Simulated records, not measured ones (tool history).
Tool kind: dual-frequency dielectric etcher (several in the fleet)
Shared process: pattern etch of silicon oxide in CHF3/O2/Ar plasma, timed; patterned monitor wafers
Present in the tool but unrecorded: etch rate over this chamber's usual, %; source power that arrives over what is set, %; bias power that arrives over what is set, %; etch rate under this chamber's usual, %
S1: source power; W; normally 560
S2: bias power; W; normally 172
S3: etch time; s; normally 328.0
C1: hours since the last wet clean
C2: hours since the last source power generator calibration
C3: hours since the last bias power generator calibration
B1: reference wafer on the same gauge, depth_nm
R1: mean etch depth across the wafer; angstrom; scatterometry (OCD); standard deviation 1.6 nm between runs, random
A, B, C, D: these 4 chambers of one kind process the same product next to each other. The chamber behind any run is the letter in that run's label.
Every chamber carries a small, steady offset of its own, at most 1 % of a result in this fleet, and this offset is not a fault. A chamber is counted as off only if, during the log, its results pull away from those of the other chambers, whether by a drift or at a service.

run	hour	S1	S2	S3	C1	C2	C3	B1	R1
1B	6.9	560	172	328.0	224.3	1200.6	1243.6	679.83	6258.1
2D	18.8	560	172	328.0	323.0	1154.0	3318.7	679.81	6190.8
3A	28.3	560	172	328.0	168.5	910.1	1680.6	679.51	6264.3
4C	40.3	560	172	328.0	176.9	2149.3	1632.1	679.76	6202.0
5A	47.2	560	172	328.0	187.4	929.0	1699.5	679.81	6245.7
6C	59.4	560	172	328.0	196.0	2168.4	1651.2	680.11	6215.9
7B	74.3	560	172	328.0	291.7	1268.0	1311.0	680.10	6251.4
8D	89.1	560	172	328.0	393.3	1224.3	3389.0	680.22	6169.9
9D	97.2	560	172	328.0	401.4	1232.4	3397.1	679.87	6197.9
10A	111.7	560	172	328.0	251.9	993.5	1764.0	680.07	6253.0
11B	125.8	560	172	328.0	343.2	1319.5	1362.5	679.96	6290.0
12C	138.7	560	172	328.0	275.3	2247.7	1730.5	680.04	6198.5
13A	153.1	560	172	328.0	293.3	1034.9	1805.4	680.33	6268.4
14C	162.7	560	172	328.0	299.3	2271.7	1754.5	679.79	6227.0
15B	171.4	560	172	328.0	388.8	1365.1	1408.1	679.87	6275.2
16D	185.2	560	172	328.0	489.4	1320.4	3485.1	680.22	6211.9
17D	192.9	560	172	328.0	497.1	1328.1	3492.8	680.40	6155.9
18B	206.2	560	172	328.0	423.6	1399.9	1442.9	679.94	6252.9
19C	220.0	560	172	328.0	356.6	2329.0	1811.8	680.41	6231.8
20A	232.9	560	172	328.0	373.1	1114.7	1885.2	680.46	6246.0
21A	247.5	560	172	328.0	387.7	1129.3	1899.8	679.61	6239.6
22B	260.8	560	172	328.0	478.2	1454.5	1497.5	680.03	6275.1
23D	272.5	560	172	328.0	576.7	1407.7	3572.4	679.87	6173.0
# hour 273.5: chamber D: wet clean of the chamber
24C	285.4	560	172	328.0	422.0	2394.4	1877.2	680.48	6223.9
25C	293.5	560	172	237.5	430.1	2402.5	1885.3	679.95	4508.4
26A	308.7	560	172	237.5	448.9	1190.5	1961.0	680.54	4531.0
# hour 317.4: chamber B: wet clean of the chamber
27D	319.5	560	172	237.5	46.0	1454.7	3619.4	680.11	4438.1
28B	334.3	560	172	237.5	17.0	1528.0	1571.0	680.06	4515.0
29A	344.9	560	159	328.0	485.1	1226.7	1997.2	679.99	6094.6
30B	353.3	560	159	328.0	36.0	1547.0	1590.0	679.57	6098.2
31C	360.8	560	159	328.0	497.4	2469.8	1952.6	679.69	6048.2
# hour 368.1: chamber C: wet clean of the chamber
32D	375.0	560	159	328.0	101.5	1510.2	3674.9	680.06	5969.1
33C	386.9	560	172	328.0	18.8	2495.9	1978.7	680.01	6238.4
34B	395.1	560	172	328.0	77.8	1588.8	1631.8	679.99	6251.4
35D	405.3	560	172	328.0	131.8	1540.5	3705.2	679.87	6090.1
36A	419.3	560	172	328.0	559.5	1301.1	2071.6	679.81	6242.6
37C	431.3	560	172	328.0	63.2	2540.3	2023.1	680.34	6231.7
38A	446.4	560	172	328.0	586.6	1328.2	2098.7	679.81	6248.1
39D	453.1	560	172	328.0	179.6	1588.3	3753.0	679.43	6118.0
40B	463.6	560	172	328.0	146.3	1657.3	1700.3	680.03	6265.9
41B	476.7	560	172	328.0	159.4	1670.4	1713.4	680.60	6246.4
42C	485.2	560	213	328.0	117.1	2594.2	2077.0	679.56	6693.2
43D	497.7	560	213	328.0	224.2	1632.9	3797.6	679.42	6583.7
44A	505.5	560	213	328.0	645.7	1387.3	2157.8	680.42	6718.5

The same settings go to every chamber for the next run, one line per chamber below. Forecast the results for each:
45A	516.6	560	172	328.0					?
45B	516.6	560	172	328.0					?
45C	516.6	560	172	328.0					?
45D	516.6	560	172	328.0					?

run	R1
45A	6246.5
45B	6255.2
45C	6235.1
45D	6115.6
